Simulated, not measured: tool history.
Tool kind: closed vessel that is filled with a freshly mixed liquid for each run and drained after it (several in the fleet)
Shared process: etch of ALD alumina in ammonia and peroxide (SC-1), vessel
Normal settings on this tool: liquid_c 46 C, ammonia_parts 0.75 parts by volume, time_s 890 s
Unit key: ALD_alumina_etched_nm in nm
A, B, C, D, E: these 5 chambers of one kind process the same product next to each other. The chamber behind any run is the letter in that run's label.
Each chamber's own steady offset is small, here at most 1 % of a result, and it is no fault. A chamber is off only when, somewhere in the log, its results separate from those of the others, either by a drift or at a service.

run,hour,liquid_c,ammonia_parts,time_s,hours since the thermometer was replaced,hours since the ammonia flow meter was replaced,hours since the drum of ammonia solution was connected,"read-back film thickness of the ALD alumina reference wafer, read on the same gauge (nm)",ALD_alumina_etched_nm
1E,6.0,46,0.75,890,776.6,789.8,486.8,99.988,21.2830
2C,11.9,46,0.75,890,2227.6,506.0,336.1,100.030,21.5340
3B,15.2,46,0.75,890,667.6,1821.8,113.8,99.974,21.6990
# hour 17.9: chamber D: new drum of ammonia solution connected
4D,19.4,46,0.75,890,54.3,941.6,1.5,100.000,21.2700
5A,23.2,46,0.75,890,891.0,748.9,147.4,100.020,21.2170
6C,27.0,46,0.75,890,2242.7,521.1,351.2,100.040,21.1580
7E,31.2,46,0.75,890,801.8,815.0,512.0,99.997,21.2400
8A,37.4,46,0.75,890,905.2,763.1,161.6,100.000,21.0020
9B,42.7,46,0.75,890,695.1,1849.3,141.3,99.958,21.6060
10D,46.4,39,0.75,380,81.3,968.6,28.5,99.995,6.0563
11A,52.1,39,0.75,380,919.9,777.8,176.3,99.972,6.0702
12B,57.1,39,0.75,380,709.5,1863.7,155.7,100.020,6.1789
13D,62.2,39,0.75,380,97.1,984.4,44.3,99.955,6.0503
14C,65.7,39,0.75,380,2281.4,559.8,389.9,99.955,6.0938
15E,71.9,46,0.75,890,842.5,855.7,552.7,100.020,21.5270
16D,76.4,46,0.75,890,111.3,998.6,58.5,100.000,21.4620
# hour 81.6: chamber E: ammonia flow meter replaced
17A,82.1,46,0.75,890,949.9,807.8,206.3,99.991,21.8000
18E,86.5,46,0.75,890,857.1,5.0,567.3,99.967,21.2400
19C,90.1,46,0.75,890,2305.8,584.2,414.3,100.000,21.2750
20B,96.4,46,0.75,890,748.8,1903.0,195.0,100.010,22.0600
21D,100.9,46,0.75,890,135.8,1023.1,83.0,99.995,21.5880
22C,104.7,46,0.75,890,2320.4,598.8,428.9,100.030,21.6100
23E,110.8,46,0.75,890,881.4,29.3,591.6,99.998,21.7780
24A,116.2,46,0.75,890,984.0,841.9,240.4,100.010,21.4560
25B,120.2,46,0.75,890,772.6,1926.8,218.8,100.060,21.9050
26D,126.1,46,0.75,890,161.0,1048.3,108.2,99.974,21.2900
27A,129.3,40,1.05,890,997.1,855.0,253.5,99.978,15.6970
28C,135.4,40,1.05,890,2351.1,629.5,459.6,99.975,15.6890
29E,138.3,40,1.05,890,908.9,56.8,619.1,100.010,15.6630
30B,143.3,40,1.05,890,795.7,1949.9,241.9,99.962,15.5970
31C,146.2,40,1.05,890,2361.9,640.3,470.4,100.010,15.6850
32A,152.4,46,0.75,890,1020.2,878.1,276.6,99.985,21.3130

Predict what each chamber gives when all 5 of them run the settings below next.
33A,157.1,46,0.75,890,,,,,?
33B,157.1,46,0.75,890,,,,,?
33C,157.1,46,0.75,890,,,,,?
33D,157.1,46,0.75,890,,,,,?
33E,157.1,46,0.75,890,,,,,?

run,ALD_alumina_etched_nm
33A,21.4820
33B,21.5360
33C,21.7930
33D,21.5700
33E,21.3980
